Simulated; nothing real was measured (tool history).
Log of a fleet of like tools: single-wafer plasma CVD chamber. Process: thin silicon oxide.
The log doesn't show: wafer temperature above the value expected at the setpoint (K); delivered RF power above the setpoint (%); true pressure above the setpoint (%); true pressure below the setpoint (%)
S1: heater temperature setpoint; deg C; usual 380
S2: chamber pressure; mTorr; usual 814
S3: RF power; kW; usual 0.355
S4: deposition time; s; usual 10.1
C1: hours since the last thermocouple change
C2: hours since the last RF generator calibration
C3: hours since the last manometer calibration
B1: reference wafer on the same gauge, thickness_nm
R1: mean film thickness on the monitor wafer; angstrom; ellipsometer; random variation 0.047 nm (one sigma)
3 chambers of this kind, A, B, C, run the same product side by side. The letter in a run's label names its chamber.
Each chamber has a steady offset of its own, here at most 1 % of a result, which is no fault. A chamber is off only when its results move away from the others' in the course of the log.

{"run": "1B", "day": 0.6, "S1": 380, "S2": 814, "S3": 0.355, "S4": 10.1, "C1": 250.6, "C2": 61.9, "C3": 2713.6, "B1": 21.296, "R1": 205.29}
{"run": "2C", "day": 1.138, "S1": 380, "S2": 814, "S3": 0.355, "S4": 10.1, "C1": 1186.4, "C2": 1150.5, "C3": 642.5, "B1": 21.305, "R1": 206.2}
{"run": "3A", "day": 1.688, "S1": 380, "S2": 814, "S3": 0.355, "S4": 10.1, "C1": 346.5, "C2": 1611.8, "C3": 875.9, "B1": 21.302, "R1": 203.43}
{"run": "4A", "day": 2.175, "S1": 380, "S2": 814, "S3": 0.355, "S4": 10.1, "C1": 358.2, "C2": 1623.5, "C3": 887.6, "B1": 21.302, "R1": 203.21}
{"run": "5C", "day": 2.758, "S1": 380, "S2": 814, "S3": 0.355, "S4": 10.1, "C1": 1225.3, "C2": 1189.4, "C3": 681.4, "B1": 21.287, "R1": 205.89}
{"run": "6B", "day": 3.188, "S1": 380, "S2": 814, "S3": 0.355, "S4": 10.1, "C1": 312.7, "C2": 124, "C3": 2775.7, "B1": 21.29, "R1": 204.2}
{"run": "7B", "day": 3.508, "S1": 380, "S2": 814, "S3": 0.355, "S4": 10.1, "C1": 320.4, "C2": 131.7, "C3": 2783.4, "B1": 21.298, "R1": 204.11}
{"run": "8A", "day": 3.833, "S1": 380, "S2": 814, "S3": 0.355, "S4": 10.1, "C1": 398, "C2": 1663.3, "C3": 927.4, "B1": 21.288, "R1": 203.79}
{"run": "9C", "day": 4.454, "S1": 380, "S2": 814, "S3": 0.355, "S4": 10.1, "C1": 1266, "C2": 1230.1, "C3": 722.1, "B1": 21.307, "R1": 205.56}
{"run": "10B", "day": 4.983, "S1": 380, "S2": 814, "S3": 0.355, "S4": 10.1, "C1": 355.8, "C2": 167.1, "C3": 2818.8, "B1": 21.299, "R1": 203.57}
{"run": "11C", "day": 5.279, "S1": 380, "S2": 814, "S3": 0.355, "S4": 10.1, "C1": 1285.8, "C2": 1249.9, "C3": 741.9, "B1": 21.3, "R1": 206.4}
{"run": "12A", "day": 5.625, "S1": 380, "S2": 814, "S3": 0.355, "S4": 10.1, "C1": 441, "C2": 1706.3, "C3": 970.4, "B1": 21.293, "R1": 204.41}
{"run": "13A", "day": 6.225, "S1": 380, "S2": 814, "S3": 0.355, "S4": 10.1, "C1": 455.4, "C2": 1720.7, "C3": 984.8, "B1": 21.303, "R1": 203.5}
{"run": "14C", "day": 6.746, "S1": 380, "S2": 814, "S3": 0.355, "S4": 10.1, "C1": 1321, "C2": 1285.1, "C3": 777.1, "B1": 21.294, "R1": 206}
{"run": "15B", "day": 7.362, "S1": 380, "S2": 814, "S3": 0.355, "S4": 10.1, "C1": 412.9, "C2": 224.2, "C3": 2875.9, "B1": 21.308, "R1": 204.21}
{"run": "16C", "day": 7.817, "S1": 371, "S2": 814, "S3": 0.355, "S4": 9, "C1": 1346.7, "C2": 1310.8, "C3": 802.8, "B1": 21.303, "R1": 184.66}
{"day": 7.875, "done": "chamber B: capacitance manometer re-zeroed and calibrated"}
{"run": "17B", "day": 8.229, "S1": 371, "S2": 814, "S3": 0.355, "S4": 9, "C1": 433.7, "C2": 245, "C3": 8.5, "B1": 21.293, "R1": 187.94}
{"run": "18A", "day": 8.658, "S1": 371, "S2": 814, "S3": 0.355, "S4": 9, "C1": 513.8, "C2": 1779.1, "C3": 1043.2, "B1": 21.288, "R1": 183.15}
{"run": "19A", "day": 9.246, "S1": 380, "S2": 814, "S3": 0.355, "S4": 10.1, "C1": 527.9, "C2": 1793.2, "C3": 1057.3, "B1": 21.308, "R1": 204.72}
{"run": "20B", "day": 9.729, "S1": 380, "S2": 814, "S3": 0.355, "S4": 10.1, "C1": 469.7, "C2": 281, "C3": 44.5, "B1": 21.298, "R1": 210.01}
{"run": "21C", "day": 10.05, "S1": 380, "S2": 814, "S3": 0.355, "S4": 10.1, "C1": 1400.3, "C2": 1364.4, "C3": 856.4, "B1": 21.308, "R1": 205.85}
{"run": "22B", "day": 10.621, "S1": 385, "S2": 930, "S3": 0.355, "S4": 10.1, "C1": 491.1, "C2": 302.4, "C3": 65.9, "B1": 21.299, "R1": 234.82}
{"run": "23C", "day": 10.921, "S1": 385, "S2": 930, "S3": 0.355, "S4": 10.1, "C1": 1421.2, "C2": 1385.3, "C3": 877.3, "B1": 21.302, "R1": 230.34}
{"run": "24A", "day": 11.267, "S1": 385, "S2": 930, "S3": 0.355, "S4": 10.1, "C1": 576.4, "C2": 1841.7, "C3": 1105.8, "B1": 21.302, "R1": 227.89}
{"run": "25B", "day": 11.767, "S1": 380, "S2": 814, "S3": 0.355, "S4": 10.1, "C1": 518.6, "C2": 329.9, "C3": 93.4, "B1": 21.299, "R1": 210.08}
{"run": "26A", "day": 12.254, "S1": 380, "S2": 814, "S3": 0.355, "S4": 10.1, "C1": 600.1, "C2": 1865.4, "C3": 1129.5, "B1": 21.287, "R1": 204.69}
{"run": "27C", "day": 12.85, "S1": 380, "S2": 814, "S3": 0.355, "S4": 10.1, "C1": 1467.5, "C2": 1431.6, "C3": 923.6, "B1": 21.3, "R1": 205.04}
{"run": "28C", "day": 13.454, "S1": 380, "S2": 814, "S3": 0.355, "S4": 10.1, "C1": 1482, "C2": 1446.1, "C3": 938.1, "B1": 21.314, "R1": 205.78}
{"run": "29B", "day": 13.983, "S1": 380, "S2": 814, "S3": 0.355, "S4": 10.1, "C1": 571.8, "C2": 383.1, "C3": 146.6, "B1": 21.296, "R1": 209.9}
{"run": "30A", "day": 14.417, "S1": 380, "S2": 952, "S3": 0.355, "S4": 10.1, "C1": 652, "C2": 1917.3, "C3": 1181.4, "B1": 21.283, "R1": 233.36}
{"day": 14.512, "done": "chamber C: RF generator calibrated"}
{"run": "31A", "day": 15.004, "S1": 380, "S2": 952, "S3": 0.355, "S4": 10.1, "C1": 666.1, "C2": 1931.4, "C3": 1195.5, "B1": 21.291, "R1": 232.83}
{"run": "32B", "day": 15.508, "S1": 380, "S2": 952, "S3": 0.355, "S4": 10.1, "C1": 608.4, "C2": 419.7, "C3": 183.2, "B1": 21.302, "R1": 238.53}
{"run": "33C", "day": 16.104, "S1": 380, "S2": 814, "S3": 0.355, "S4": 10.1, "C1": 1545.6, "C2": 38.3, "C3": 1001.7, "B1": 21.307, "R1": 206.49}
{"run": "34A", "day": 16.7, "S1": 380, "S2": 814, "S3": 0.355, "S4": 10.1, "C1": 706.8, "C2": 1972.1, "C3": 1236.2, "B1": 21.304, "R1": 204.18}
{"run": "35B", "day": 17.15, "S1": 380, "S2": 814, "S3": 0.355, "S4": 10.1, "C1": 647.8, "C2": 459.1, "C3": 222.6, "B1": 21.296, "R1": 208.97}
{"run": "36C", "day": 17.662, "S1": 380, "S2": 814, "S3": 0.355, "S4": 10.1, "C1": 1583, "C2": 75.7, "C3": 1039.1, "B1": 21.297, "R1": 204.61}
{"run": "37C", "day": 18.096, "S1": 380, "S2": 814, "S3": 0.355, "S4": 10.1, "C1": 1593.4, "C2": 86.1, "C3": 1049.5, "B1": 21.293, "R1": 205.83}
{"run": "38A", "day": 18.446, "S1": 380, "S2": 814, "S3": 0.355, "S4": 10.1, "C1": 748.7, "C2": 2014, "C3": 1278.1, "B1": 21.309, "R1": 204.48}
{"run": "39B", "day": 18.929, "S1": 380, "S2": 814, "S3": 0.355, "S4": 10.1, "C1": 690.5, "C2": 501.8, "C3": 265.3, "B1": 21.308, "R1": 210.38}
{"run": "40B", "day": 19.25, "S1": 380, "S2": 814, "S3": 0.355, "S4": 10.1, "C1": 698.2, "C2": 509.5, "C3": 273, "B1": 21.298, "R1": 209.44}
{"run": "41C", "day": 19.717, "S1": 380, "S2": 814, "S3": 0.355, "S4": 8.8, "C1": 1632.3, "C2": 125, "C3": 1088.4, "B1": 21.297, "R1": 179.72}
{"run": "42A", "day": 20.246, "S1": 380, "S2": 814, "S3": 0.355, "S4": 8.8, "C1": 791.9, "C2": 2057.2, "C3": 1321.3, "B1": 21.307, "R1": 177.72}

Is one chamber off against the others, does the gauge drift, or is nothing wrong? If a chamber is off, say which, and what the likeliest cause is.

A service left chamber B off against the others.
Cause: true pressure above the setpoint (%) = 2.94.

Here are 4 candidates for chamber B's next run, each the usual settings with a change, their results left as question marks. Which one brings its results back in line with what the others give on the usual settings?
In line means no further than this from the other chambers' mean on the usual settings: R1 1.6 angstrom
{"run": "43B-1", "day": 20.717, "S1": 380, "S2": 814, "S3": 0.36, "S4": 10.1, "R1": "?"}
{"run": "43B-2", "day": 20.717, "S1": 380, "S2": 814, "S3": 0.36, "S4": 10.3, "R1": "?"}
{"run": "43B-3", "day": 20.717, "S1": 380, "S2": 802, "S3": 0.355, "S4": 10, "R1": "?"}
{"run": "43B-4", "day": 20.717, "S1": 380, "S2": 814, "S3": 0.355, "S4": 10, "R1": "?"}

The other chambers' mean on the usual settings: R1 204.79 angstrom
run=43B-1 R1=210.67
run=43B-2 R1=214.83
run=43B-3 R1=204.9
run=43B-4 R1=207.5
43B-3 brings the chamber back in line.

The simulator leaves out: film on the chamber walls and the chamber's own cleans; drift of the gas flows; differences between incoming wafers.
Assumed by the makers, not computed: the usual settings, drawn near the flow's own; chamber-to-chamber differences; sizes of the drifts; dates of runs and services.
